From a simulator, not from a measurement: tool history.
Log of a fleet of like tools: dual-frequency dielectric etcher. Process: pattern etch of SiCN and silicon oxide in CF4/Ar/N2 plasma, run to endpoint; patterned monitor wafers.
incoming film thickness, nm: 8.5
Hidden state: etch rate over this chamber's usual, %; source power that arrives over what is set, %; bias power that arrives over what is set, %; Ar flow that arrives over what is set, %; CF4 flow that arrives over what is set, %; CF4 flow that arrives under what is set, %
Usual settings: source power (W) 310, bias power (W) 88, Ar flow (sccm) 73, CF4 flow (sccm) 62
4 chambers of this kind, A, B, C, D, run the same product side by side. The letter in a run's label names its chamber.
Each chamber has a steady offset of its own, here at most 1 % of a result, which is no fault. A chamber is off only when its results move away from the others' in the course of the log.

run,hour,source power (W),bias power (W),Ar flow (sccm),CF4 flow (sccm),hours since the last wet clean,hours since the last source power generator calibration,hours since the last bias power generator calibration,hours since the last Ar flow controller change,hours since the last CF4 flow controller change,endpoint time (s)
1B,5.3,310,88,73,62,36.6,2973.1,364.5,1325.1,465.2,12.471
2C,11.2,310,88,73,62,219.3,694.5,976.4,1003.7,1274.7,12.354
3D,22.0,310,88,73,62,138.3,1061.6,327.0,412.0,2148.7,12.390
4A,27.8,310,88,73,62,312.8,867.1,2456.8,2146.5,3192.2,12.499
5C,34.5,370,88,73,62,242.6,717.8,999.7,1027.0,1298.0,10.592
6D,39.5,370,88,73,62,155.8,1079.1,344.5,429.5,2166.2,10.741
7A,46.6,370,88,73,62,331.6,885.9,2475.6,2165.3,3211.0,10.751
8B,57.0,370,88,73,62,88.3,3024.8,416.2,1376.8,516.9,10.641
9C,63.4,310,88,73,62,271.5,746.7,1028.6,1055.9,1326.9,12.386
10B,68.2,310,88,73,62,99.5,3036.0,427.4,1388.0,528.1,12.480
11D,78.9,310,88,73,62,195.2,1118.5,383.9,468.9,2205.6,12.496
12A,85.1,310,88,73,62,370.1,924.4,2514.1,2203.8,3249.5,12.468
13A,91.4,310,88,73,62,376.4,930.7,2520.4,2210.1,3255.8,12.376
14D,99.9,310,75,73,62,216.2,1139.5,404.9,489.9,2226.6,13.173
15B,108.4,310,75,73,62,139.7,3076.2,467.6,1428.2,568.3,13.189
16C,114.5,310,75,73,62,322.6,797.8,1079.7,1107.0,1378.0,12.921
17A,122.1,310,75,73,62,407.1,961.4,2551.1,2240.8,3286.5,13.153
18B,126.9,310,88,73,62,158.2,3094.7,486.1,1446.7,586.8,12.444
# hour 136.4: chamber A: Ar flow controller replaced
19D,137.2,310,88,73,62,253.5,1176.8,442.2,527.2,2263.9,12.457
20C,144.9,310,88,73,62,353.0,828.2,1110.1,1137.4,1408.4,12.366
21C,155.6,310,88,73,62,363.7,838.9,1120.8,1148.1,1419.1,12.277
22A,162.7,310,80,66,62,447.7,1002.0,2591.7,26.3,3327.1,12.588
23D,169.0,310,80,66,62,285.3,1208.6,474.0,559.0,2295.7,12.745
24B,179.2,310,80,66,62,210.5,3147.0,538.4,1499.0,639.1,12.773
25A,187.4,310,80,66,62,472.4,1026.7,2616.4,51.0,3351.8,12.477
26D,196.1,310,88,73,62,312.4,1235.7,501.1,586.1,2322.8,12.422
27C,205.5,310,88,73,62,413.6,888.8,1170.7,1198.0,1469.0,12.346
28B,212.8,310,88,73,62,244.1,3180.6,572.0,1532.6,672.7,12.540
29A,221.6,310,88,73,62,506.6,1060.9,2650.6,85.2,3386.0,12.129
30C,232.6,260,88,73,62,440.7,915.9,1197.8,1225.1,1496.1,14.497
31D,237.8,260,88,73,62,354.1,1277.4,542.8,627.8,2364.5,14.588
32B,242.8,260,88,73,62,274.1,3210.6,602.0,1562.6,702.7,14.647
33B,253.2,260,88,73,62,284.5,3221.0,612.4,1573.0,713.1,14.673
34C,259.8,310,88,73,62,467.9,943.1,1225.0,1252.3,1523.3,12.253
35D,268.1,310,88,73,62,384.4,1307.7,573.1,658.1,2394.8,12.479
# hour 272.7: chamber C: wet clean of the chamber
36A,275.3,310,88,87,62,560.3,1114.6,2704.3,138.9,3439.7,12.336
37C,286.2,310,88,87,62,13.6,969.5,1251.4,1278.7,1549.7,12.645
38A,297.3,310,88,87,62,582.3,1136.6,2726.3,160.9,3461.7,12.223

All 4 chambers run these settings next. Forecast each chamber's results:
39A,305.2,310,88,73,75,,,,,,?
39B,305.2,310,88,73,75,,,,,,?
39C,305.2,310,88,73,75,,,,,,?
39D,305.2,310,88,73,75,,,,,,?

run,endpoint time (s)
39A,11.723
39B,12.155
39C,12.095
39D,12.184

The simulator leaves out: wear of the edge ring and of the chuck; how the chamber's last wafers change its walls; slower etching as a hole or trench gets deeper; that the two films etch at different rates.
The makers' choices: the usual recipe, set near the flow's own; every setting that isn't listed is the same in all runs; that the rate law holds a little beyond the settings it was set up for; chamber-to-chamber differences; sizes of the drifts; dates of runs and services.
